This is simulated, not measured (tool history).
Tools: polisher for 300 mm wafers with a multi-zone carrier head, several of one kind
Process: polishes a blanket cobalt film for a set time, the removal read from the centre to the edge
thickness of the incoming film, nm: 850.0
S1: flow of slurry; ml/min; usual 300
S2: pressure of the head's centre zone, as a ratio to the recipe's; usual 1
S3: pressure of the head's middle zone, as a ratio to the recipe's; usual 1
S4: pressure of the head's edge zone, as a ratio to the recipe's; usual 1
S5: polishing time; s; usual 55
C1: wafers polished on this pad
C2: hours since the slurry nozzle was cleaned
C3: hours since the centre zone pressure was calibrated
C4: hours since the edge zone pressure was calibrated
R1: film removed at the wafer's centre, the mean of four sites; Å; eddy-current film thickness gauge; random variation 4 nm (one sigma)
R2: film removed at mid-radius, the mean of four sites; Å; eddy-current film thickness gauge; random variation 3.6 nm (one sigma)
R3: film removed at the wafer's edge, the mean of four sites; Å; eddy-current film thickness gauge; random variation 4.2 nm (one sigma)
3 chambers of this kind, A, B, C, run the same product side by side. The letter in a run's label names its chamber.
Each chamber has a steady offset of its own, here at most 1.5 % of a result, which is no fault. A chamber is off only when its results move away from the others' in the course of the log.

run   hour   S1    S2    S3    S4  S5    C1     C2     C3     C4      R1      R2      R3
       4.5  -- chamber A: worn pad replaced by a new one
      15.2  -- chamber B: worn pad replaced by a new one
 1C   15.8  300     1     1     1  55  1042  144.2  157.3  304.1  2882.7  2899.1  2972.2
      17.5  -- chamber B: centre zone pressure recalibrated
 2B   24.5  300     1     1     1  55   125    579    7.1  133.3  2886.1  2962.3  2949.6
 3A   37.8  300     1     1     1  55   447    276   38.7  534.4  2950.6  2890.3  2961.1
      45.3  -- chamber B: slurry nozzle cleaned
 4A   48.8  300     1     1     1  55   595    287   49.7  545.4  2884.5  2959.2  2957.7
      53.1  -- chamber C: worn pad replaced by a new one
 5B     57  300     1  0.93     1  55   562   11.7   39.6  165.8  2876.1  2708.1  2922.5
 6C   68.6  300     1  0.93     1  55   209    197  210.1  356.9  2912.1  2726.4  3001.9
 7C   83.4  300     1  0.93     1  55   407  211.8  224.9  371.7  2976.7  2807.9  2988.2
 8A   98.3  300     1     1     1  55  1259  336.5   99.2  594.9  2933.8  2917.3  2984.9
 9B  112.1  300     1     1     1  55  1302   66.8   94.7  220.9  2888.6  2882.6  2994.5
       115  -- chamber A: worn pad replaced by a new one
10C  127.9  300     1     1   1.1  38  1005  256.3  269.4  416.2  2019.7  2039.8  2157.4
     132.6  -- chamber B: worn pad replaced by a new one
11A  142.3  300     1     1   1.1  38   367  380.5  143.2  638.9  2049.9  2022.1    2174
12B    154  300     1     1   1.1  38   287  108.7  136.6  262.8  1980.9  2007.5  2195.7
     160.3  -- chamber A: edge zone pressure recalibrated
13B  161.6  300     1     1     1  55   389  116.3  144.2  270.4  2972.8    2889  2900.4
       167  -- chamber C: worn pad replaced by a new one
14A  173.7  300     1     1     1  55   788  411.9  174.6   13.4  2997.8  2920.5  3003.6
15C  187.8  300     1     1     1  55   279  316.2  329.3  476.1  2949.9  3000.7  2929.2
16B  200.7  300     1     1     1  55   914  155.4  183.3  309.5  2821.4  2867.6  3011.1
17C  212.6  265     1     1     1  55   612    341  354.1  500.9    2884  2991.2  2878.6
     223.2  -- chamber A: worn pad replaced by a new one
18A  225.9  265     1     1     1  55    36  464.1  226.8   65.6  2823.4  2925.2  2926.5
19A  235.2  265     1     1     1  55   161  473.4  236.1   74.9  2937.1  2876.9  2944.1
     243.1  -- chamber B: worn pad replaced by a new one
20B  248.1  300     1     1     1  55    67  202.8  230.7  356.9  2966.3    2859  3009.4
       250  -- chamber C: edge zone pressure recalibrated
21C  262.4  300     1     1     1  55  1281  390.8  403.9   12.4  3035.1  2928.3  2868.6
     269.3  -- chamber C: worn pad replaced by a new one
22A  278.6  300     1     1     1  55   743  516.8  279.5  118.3  2885.7  2988.5  2939.2
23B  294.9  300     1     1     1  55   695  249.6  277.5  403.7  2914.9  2917.3  2928.8
24C  310.7  300     1     1     1  55   557  439.1  452.2   60.7  2932.8  2977.3  3032.1
     319.4  -- chamber A: worn pad replaced by a new one
25B  325.7  300     1     1     1  68  1109  280.4  308.3  434.5  3487.9  3553.6  3577.6
26C  336.2  300     1     1     1  68   899  464.6  477.7   86.2  3613.7    3692  3636.4
     345.3  -- chamber B: worn pad replaced by a new one
27A  348.2  300     1     1     1  68   387  586.4  349.1  187.9  3670.1  3628.9  3742.5
28B  356.4  300     1     1     1  55   149  311.1    339  465.2    2910  2852.3  3063.5
     358.3  -- chamber A: centre zone pressure recalibrated
     367.7  -- chamber C: worn pad replaced by a new one
29C  371.9  300     1     1     1  55    56  500.3  513.4  121.9  2935.4  3018.1  3000.6
     373.2  -- chamber B: edge zone pressure recalibrated
     386.9  -- chamber C: slurry nozzle cleaned
30A  388.5  300     1     1  1.06  55   928  626.7   30.3  228.2  2943.2  2883.3  3083.4
31B    397  300     1     1  1.06  55   694  351.7  379.6   23.9    2868  2966.8  3117.1
32C  406.8  300     1     1  1.06  55   525     20  548.3  156.8  3019.4    2986  2991.9
     417.1  -- chamber A: worn pad replaced by a new one
33A  417.5  300     1     1     1  55     6  655.7   59.3  257.2  2939.5  2940.9  2980.6
34A    432  300     1     1     1  55   201  670.2   73.8  271.7  2902.7  2967.4  2992.2
     432.5  -- chamber A: slurry nozzle cleaned
       437  -- chamber B: worn pad replaced by a new one
35C  446.8  300  1.08  0.92     1  55  1062     60  588.3  196.8  3222.2  2724.6  2991.2
36B  459.3  300  1.08  0.92     1  55   300    414  441.9   86.2  3127.1  2685.1  3014.5
     461.6  -- chamber B: centre zone pressure recalibrated
     469.4  -- chamber C: worn pad replaced by a new one
37C  472.8  300  1.08  0.92     1  55    46     86  614.3  222.8  3148.8  2764.7  2989.2
38B  481.6  300     1  0.96  0.89  55   599  436.3   20.1  108.5  2927.4  2868.1  2722.2
39A  492.1  300     1  0.96  0.89  55  1008   59.7  133.9  331.8  2987.6  2755.4  2787.4
40A  505.8  300     1  0.96  0.89  55  1191   73.4  147.6  345.5    3019    2798  2784.4
41B  515.9  300     1     1     1  70  1060  470.6   54.4  142.8  3734.2  3655.7  3802.2
42C  532.5  300     1     1     1  70   847  145.7    674  282.5  3722.8  3755.6  3647.7

All 3 chambers run these settings next. Forecast each chamber's results:
43A  544.4  300   1   1   1  55                   ?   ?   ?
43B  544.4  300   1   1   1  55                   ?   ?   ?
43C  544.4  300   1   1   1  55                   ?   ?   ?

run      R1      R2      R3
43A  3009.9  2878.5  3011.6
43B  2861.6  2929.4  2941.4
43C  2944.4  2986.1  2968.6
